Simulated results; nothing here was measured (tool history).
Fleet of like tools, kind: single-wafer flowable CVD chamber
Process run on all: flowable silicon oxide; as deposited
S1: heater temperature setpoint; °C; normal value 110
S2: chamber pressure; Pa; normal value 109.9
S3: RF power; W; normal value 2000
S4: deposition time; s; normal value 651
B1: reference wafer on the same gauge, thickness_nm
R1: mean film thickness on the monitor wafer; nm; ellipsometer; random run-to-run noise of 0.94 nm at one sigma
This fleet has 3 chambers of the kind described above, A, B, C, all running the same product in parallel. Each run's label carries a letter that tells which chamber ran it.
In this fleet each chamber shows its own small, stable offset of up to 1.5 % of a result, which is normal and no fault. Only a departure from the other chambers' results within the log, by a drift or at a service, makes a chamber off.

| run | hour | S1 | S2 | S3 | S4 | B1 | R1 |
|---|---|---|---|---|---|---|---|
| 1C | 2.9 | 110 | 109.9 | 2000 | 651 | 310.75 | 290.45 |
| 2A | 5.5 | 110 | 109.9 | 2000 | 651 | 311.15 | 294.89 |
| 3B | 8 | 110 | 109.9 | 2000 | 651 | 310.9 | 295.16 |
| 4C | 11.2 | 110 | 109.9 | 2000 | 651 | 311.02 | 291.6 |
| 5B | 13.9 | 110 | 109.9 | 2000 | 651 | 310.76 | 295.12 |
| 6A | 16.1 | 110 | 109.9 | 2000 | 651 | 311 | 294.47 |
| 7A | 18.7 | 110 | 109.9 | 2000 | 651 | 311.08 | 295.11 |
| 8B | 21.6 | 110 | 109.9 | 2000 | 651 | 311.09 | 295 |
|  | 23.2 | chamber C: capacitance manometer re-zeroed and calibrated |
| 9C | 25.2 | 110 | 109.9 | 2000 | 651 | 311.04 | 278.92 |
| 10A | 29.5 | 110 | 109.9 | 2000 | 651 | 310.94 | 295.78 |
| 11C | 33.5 | 110 | 109.9 | 2120 | 651 | 311.15 | 281.34 |
| 12B | 37.5 | 110 | 109.9 | 2120 | 651 | 311.04 | 299.2 |
| 13B | 41.7 | 110 | 109.9 | 2120 | 651 | 310.9 | 298.25 |
| 14C | 46.5 | 110 | 109.9 | 2000 | 651 | 310.99 | 281.32 |
| 15A | 50.6 | 110 | 109.9 | 1800 | 573 | 310.82 | 252.82 |
| 16C | 53.2 | 110 | 109.9 | 1800 | 573 | 310.88 | 241.81 |
| 17B | 56.6 | 110 | 109.9 | 1800 | 573 | 311.21 | 253.56 |
| 18A | 60.9 | 110 | 109.9 | 1875 | 651 | 311.03 | 288.95 |
| 19A | 63.4 | 110 | 109.9 | 1875 | 651 | 311.02 | 292.18 |
| 20B | 68.2 | 110 | 109.9 | 1875 | 651 | 310.89 | 291.05 |

The same settings go to every chamber for the next run, one line per chamber below. Forecast the results for each:
| 21A | 71.8 | 110 | 109.9 | 2000 | 651 |  | ? |
| 21B | 71.8 | 110 | 109.9 | 2000 | 651 |  | ? |
| 21C | 71.8 | 110 | 109.9 | 2000 | 651 |  | ? |

| run | R1 |
|---|---|
| 21A | 296.07 |
| 21B | 293.71 |
| 21C | 278.82 |
